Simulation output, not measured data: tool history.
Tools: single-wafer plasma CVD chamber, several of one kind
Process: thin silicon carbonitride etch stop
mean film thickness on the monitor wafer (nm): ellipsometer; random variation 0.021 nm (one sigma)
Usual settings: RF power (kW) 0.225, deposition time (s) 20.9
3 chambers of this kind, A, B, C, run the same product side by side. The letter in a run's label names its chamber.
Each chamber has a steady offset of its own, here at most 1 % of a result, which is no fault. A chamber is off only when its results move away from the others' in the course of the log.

run,day,RF power (kW),deposition time (s),hours since the last thermocouple change,hours since the last RF generator calibration,"read-back reference wafer on the same gauge, thickness_nm",mean film thickness on the monitor wafer (nm)
1C,0.304,0.225,20.9,1938.4,640.3,12.302,12.2610
2A,0.629,0.225,20.9,95.7,1078.8,12.295,12.1830
# day 0.975: chamber A: RF generator calibrated
3B,0.988,0.225,20.9,1653.4,309.8,12.292,12.2440
4A,1.383,0.225,20.9,113.8,9.8,12.283,12.2000
5B,1.604,0.250,20.9,1668.2,324.6,12.285,12.6580
6C,1.967,0.250,20.9,1978.3,680.2,12.271,12.6200
7C,2.279,0.250,20.9,1985.8,687.7,12.272,12.6200
8A,2.483,0.225,20.9,140.2,36.2,12.273,12.1510
9B,2.804,0.225,20.9,1697.0,353.4,12.268,12.2350
10C,3.125,0.225,20.9,2006.1,708.0,12.266,12.1990
# day 3.375: chamber B: thermocouple changed; heater temperature recalibrated
11B,3.438,0.225,20.9,1.5,368.6,12.264,12.2540
12A,3.854,0.225,20.9,173.1,69.1,12.259,12.1450
13B,4.308,0.225,20.9,22.4,389.5,12.255,12.2510
14C,4.738,0.225,17.0,2044.8,746.7,12.250,9.9034
15A,5.050,0.225,17.0,201.8,97.8,12.251,9.8850
16B,5.400,0.225,17.0,48.6,415.7,12.239,9.9366
17A,5.738,0.225,20.9,218.3,114.3,12.238,12.1600
18C,5.962,0.225,20.9,2074.2,776.1,12.238,12.1910
19A,6.217,0.225,20.9,229.8,125.8,12.238,12.1480
20C,6.575,0.185,19.0,2088.9,790.8,12.239,10.4100
21B,6.871,0.185,19.0,83.9,451.0,12.229,10.4890
22A,7.100,0.185,19.0,251.0,147.0,12.226,10.4300
23C,7.412,0.225,20.9,2109.0,810.9,12.217,12.1960
24B,7.750,0.225,20.9,105.0,472.1,12.216,12.1690
25B,8.050,0.225,20.9,112.2,479.3,12.211,12.1740
26A,8.350,0.225,20.9,281.0,177.0,12.217,12.1310

What goes on in this fleet: one chamber off, a drifting gauge, or nothing beyond the chambers' own small offsets? Name the chamber and the cause, if any.

The gauge drifts, so all chambers seem to drift together. No chamber is off.
Cause: gauge reads low (%) = 0.716.
